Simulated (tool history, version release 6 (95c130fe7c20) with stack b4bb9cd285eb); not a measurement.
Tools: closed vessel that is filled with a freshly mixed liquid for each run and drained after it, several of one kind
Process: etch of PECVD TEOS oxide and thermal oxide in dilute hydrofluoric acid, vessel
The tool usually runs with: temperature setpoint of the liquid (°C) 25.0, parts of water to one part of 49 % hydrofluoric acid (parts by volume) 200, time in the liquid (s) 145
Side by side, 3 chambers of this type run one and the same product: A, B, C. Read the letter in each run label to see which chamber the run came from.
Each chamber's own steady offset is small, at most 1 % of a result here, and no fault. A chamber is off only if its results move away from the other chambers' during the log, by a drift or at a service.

run	hour	temperature setpoint of the liquid (°C)	parts of water to one part of 49 % hydrofluoric acid (parts by volume)	time in the liquid (s)	read-back film thickness of the PECVD TEOS oxide reference wafer, read on the same gauge (nm)	read-back film thickness of the thermal oxide reference wafer, read on the same gauge (nm)	thickness taken off the PECVD TEOS oxide on a monitor wafer (nm)	thickness taken off the thermal oxide on a monitor wafer (nm)
1C	4.8	25.0	200	145	40.010	80.013	14.0470	3.1017
2A	11.3	25.0	200	145	40.020	79.997	14.1040	3.0828
3B	17.0	25.0	200	145	40.036	79.970	14.2580	3.0689
4A	23.5	25.0	200	145	39.976	79.995	14.1310	3.1151
5C	32.9	29.5	200	145	40.001	80.005	16.4980	3.6193
6B	38.6	29.5	200	145	40.009	79.998	16.6460	3.6521
7C	47.6	29.5	200	145	39.995	79.991	16.5250	3.6216
8B	56.1	25.0	200	145	40.022	79.990	14.2280	3.0683
9A	62.6	25.0	235	145	40.014	80.005	11.5620	2.4749
10B	68.0	25.0	235	145	40.006	80.001	11.6740	2.5210
11C	77.1	25.0	235	145	40.021	80.008	11.5230	2.5045
12A	81.6	25.0	200	145	39.979	79.973	14.1600	3.0968
13C	87.0	25.0	200	145	40.022	80.009	14.0960	3.0112
14A	92.1	25.0	200	145	40.018	79.996	14.1530	3.0210
15B	97.6	21.0	255	145	39.994	79.990	9.1157	2.0191
16C	105.5	21.0	255	145	39.978	79.975	9.0633	1.9760
17A	111.4	21.0	255	145	39.966	79.996	9.0691	1.9517
18B	116.8	25.0	200	145	40.021	80.009	14.2600	3.1332
19B	122.5	25.0	200	145	40.004	80.008	14.1650	3.1202
20A	132.0	25.0	200	145	40.016	80.009	14.1100	3.0589
# hour 133.2: chamber B: hydrofluoric acid flow meter replaced
21C	139.3	25.0	200	145	40.015	79.983	14.1500	3.0372
22A	143.7	25.0	200	145	39.977	80.026	14.1420	3.0431
23C	153.6	25.0	200	145	40.040	80.023	14.1070	3.1690
24B	160.6	25.0	130	145	39.982	79.962	23.4270	5.1387
25B	167.6	25.0	130	145	40.022	79.997	23.6130	5.0899
26C	175.8	25.0	130	145	40.019	80.019	23.3460	5.0934
27A	184.8	25.0	200	145	40.001	80.006	14.1340	3.0498
28C	192.6	25.0	200	145	40.022	80.024	14.0970	3.0762
29B	202.4	25.0	200	145	39.999	80.026	14.3460	3.1337

Is one chamber out of step, is the gauge drifting, or do the chambers differ by no more than their own small offsets? For an off chamber, give its letter and the likeliest cause.

Nothing is wrong: each chamber keeps only its own small, steady offset and the gauge holds still.
